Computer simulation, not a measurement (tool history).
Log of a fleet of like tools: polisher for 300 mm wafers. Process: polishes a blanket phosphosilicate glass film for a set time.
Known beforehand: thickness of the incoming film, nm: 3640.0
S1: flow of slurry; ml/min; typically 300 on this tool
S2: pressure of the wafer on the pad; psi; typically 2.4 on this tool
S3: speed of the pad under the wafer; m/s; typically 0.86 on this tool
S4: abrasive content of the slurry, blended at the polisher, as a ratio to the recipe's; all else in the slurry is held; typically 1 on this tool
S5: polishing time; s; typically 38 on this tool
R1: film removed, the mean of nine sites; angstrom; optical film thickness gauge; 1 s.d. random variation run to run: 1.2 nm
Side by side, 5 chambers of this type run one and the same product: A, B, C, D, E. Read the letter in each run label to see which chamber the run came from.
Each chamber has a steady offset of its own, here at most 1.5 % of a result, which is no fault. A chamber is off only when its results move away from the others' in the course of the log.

run,hour,S1,S2,S3,S4,S5,R1
# hour 1.8: chamber A: worn pad replaced by a new one
1D,4.3,300,2.4,0.86,1,38,1989.5
2E,11.5,300,2.4,0.86,1,38,2011.3
# hour 14.9: chamber E: worn pad replaced by a new one
3B,18.2,300,2.4,0.86,1,38,1975.8
# hour 19.7: chamber D: worn pad replaced by a new one
4C,25.7,300,2.4,0.86,1,38,2000.5
# hour 32.1: chamber A: slurry nozzle cleaned
5A,32.1,300,2.4,0.86,1,38,2010.5
6B,37.1,300,2.4,0.86,1,38,1973.5
7A,43,300,2.4,0.86,1,38,2006.4
# hour 44.9: chamber D: head pressure recalibrated
8D,47.4,300,2.4,0.86,1,38,1999.8
9E,52.1,300,2.4,0.86,1,38,1977.4
10C,55.8,300,2.4,0.86,1,38,1996.3
# hour 56.7: chamber A: worn pad replaced by a new one
# hour 61.3: chamber C: worn pad replaced by a new one
11D,63.2,300,2.4,0.86,1,38,2015.5
12B,68.2,300,2.4,0.86,1,38,1946.9
13E,73.4,300,2.4,0.86,1,38,1991.2
14C,79.5,300,2.4,0.86,1,38,1993
15A,85.9,300,2.4,0.86,1,38,2010.9
16E,89.7,300,2.4,0.86,1,38,2000.3
# hour 90.9: chamber B: worn pad replaced by a new one
17B,93.5,300,2.4,0.86,1,38,1975.4
# hour 99.8: chamber E: worn pad replaced by a new one
18D,99.8,300,2.4,0.86,1,38,2009.5
19C,104.1,300,2.4,0.86,1,38,1998
20A,108.1,300,2.4,0.86,1,38,2002
# hour 112.7: chamber A: worn pad replaced by a new one
21A,113.6,300,2.4,0.86,1,38,2007.4
# hour 116.2: chamber D: worn pad replaced by a new one
22E,120.4,300,2.4,0.86,1,38,2004.6
23B,125.9,300,2.4,0.86,1,38,1983.7
# hour 126: chamber B: head pressure recalibrated
# hour 129.3: chamber A: slurry blender recalibrated
24D,130.2,300,2,0.86,1.2,38,1819.3
# hour 135.6: chamber E: slurry blender recalibrated
25C,137.3,300,2,0.86,1.2,38,1821
26E,144.6,300,2,0.86,1.2,38,1811.7
# hour 146: chamber D: slurry blender recalibrated
27D,152.1,300,2,0.86,1.2,38,1836.5
28A,156.8,300,2,0.86,1.2,38,1836.6
# hour 157.4: chamber B: conditioning disc replaced and pad reconditioned
29B,163.8,300,2.4,0.86,1,38,1997.2
# hour 166.7: chamber C: worn pad replaced by a new one
30C,168.2,300,2.4,0.86,1,38,2020.5

For the next run the whole fleet of 5 chambers uses the same settings. Give each chamber's results:
31A,173.6,300,2.4,0.86,1,26,?
31B,173.6,300,2.4,0.86,1,26,?
31C,173.6,300,2.4,0.86,1,26,?
31D,173.6,300,2.4,0.86,1,26,?
31E,173.6,300,2.4,0.86,1,26,?

run,R1
31A,1380.5
31B,1338.8
31C,1378.7
31D,1369.6
31E,1362.6

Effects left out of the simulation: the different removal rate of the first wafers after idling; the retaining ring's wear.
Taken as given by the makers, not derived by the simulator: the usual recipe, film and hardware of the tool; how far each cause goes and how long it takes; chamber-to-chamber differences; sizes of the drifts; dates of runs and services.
